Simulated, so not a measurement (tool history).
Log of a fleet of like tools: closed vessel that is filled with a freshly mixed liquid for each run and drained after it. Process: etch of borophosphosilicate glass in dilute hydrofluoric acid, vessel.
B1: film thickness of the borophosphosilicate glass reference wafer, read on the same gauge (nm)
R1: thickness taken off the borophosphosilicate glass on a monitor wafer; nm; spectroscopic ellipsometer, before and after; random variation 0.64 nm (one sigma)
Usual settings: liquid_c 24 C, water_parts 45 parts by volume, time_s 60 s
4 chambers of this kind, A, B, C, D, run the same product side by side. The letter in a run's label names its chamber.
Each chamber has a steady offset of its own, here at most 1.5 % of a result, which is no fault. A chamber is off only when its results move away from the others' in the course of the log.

Run 1A, hour 5.2: usual settings; B1 40.009. Result: R1 75.941 nm.
Run 2B, hour 8.3: usual settings; B1 40.011. Result: R1 77.961 nm.
Run 3D, hour 13.2: usual settings; B1 39.987. Result: R1 78.129 nm.
Run 4C, hour 19.2: usual settings; B1 39.992. Result: R1 76.319 nm.
Run 5C, hour 23.5: usual settings; B1 40.005. Result: R1 76.534 nm.
Run 6D, hour 26.6: usual settings; B1 39.987. Result: R1 78.143 nm.
Run 7A, hour 30.9: usual settings; B1 39.99. Result: R1 77.464 nm.
Run 8B, hour 37.3: usual settings; B1 40.009. Result: R1 77.556 nm.
Run 9C, hour 40.5: usual settings; B1 39.994. Result: R1 76.17 nm.
Run 10D, hour 44.9: usual settings; B1 39.986. Result: R1 76.933 nm.
Run 11A, hour 48.3: usual settings; B1 39.986. Result: R1 76.577 nm.
Run 12B, hour 51.6: usual settings; B1 40.02. Result: R1 77.335 nm.
Run 13A, hour 58: usual settings; B1 39.98. Result: R1 77.526 nm.
Run 14D, hour 64.7: usual settings but water_parts 65 parts by volume; B1 40.005. Result: R1 52.156 nm.
Run 15C, hour 70.5: usual settings but water_parts 65 parts by volume; B1 39.994. Result: R1 51.43 nm.
Run 16B, hour 77.4: usual settings but water_parts 65 parts by volume; B1 39.982. Result: R1 53.263 nm.
Run 17A, hour 80.5: usual settings but water_parts 65 parts by volume; B1 40.002. Result: R1 52.017 nm.
Run 18C, hour 87.2: usual settings; B1 39.995. Result: R1 76.177 nm.
Run 19D, hour 93.6: usual settings; B1 39.986. Result: R1 76.935 nm.
At hour 99: chamber D: thermometer replaced.
Run 20B, hour 99.7: usual settings; B1 39.981. Result: R1 76.365 nm.
At hour 100.7: chamber C: hydrofluoric acid flow meter replaced.
Run 21A, hour 106.4: usual settings; B1 40.018. Result: R1 76.577 nm.
Run 22C, hour 110.9: usual settings; B1 40.006. Result: R1 75.963 nm.
Run 23D, hour 115.5: usual settings but liquid_c 27.5 C, time_s 85 s; B1 39.995. Result: R1 126.91 nm.
Run 24B, hour 121.7: usual settings but liquid_c 27.5 C, time_s 85 s; B1 40.001. Result: R1 124.23 nm.
Run 25D, hour 125.9: usual settings but liquid_c 27.5 C, time_s 85 s; B1 39.982. Result: R1 127.69 nm.
Run 26C, hour 130.1: usual settings but liquid_c 27.5 C, time_s 85 s; B1 40.004. Result: R1 122.83 nm.

Next, every chamber runs the same settings. What will each give?
Run 27A, hour 135: usual settings but time_s 85 s. Result: R1 ?.
Run 27B, hour 135: usual settings but time_s 85 s. Result: R1 ?.
Run 27C, hour 135: usual settings but time_s 85 s. Result: R1 ?.
Run 27D, hour 135: usual settings but time_s 85 s. Result: R1 ?.

run      R1
27A  108.29
27B  109.16
27C  107.75
27D  110.06

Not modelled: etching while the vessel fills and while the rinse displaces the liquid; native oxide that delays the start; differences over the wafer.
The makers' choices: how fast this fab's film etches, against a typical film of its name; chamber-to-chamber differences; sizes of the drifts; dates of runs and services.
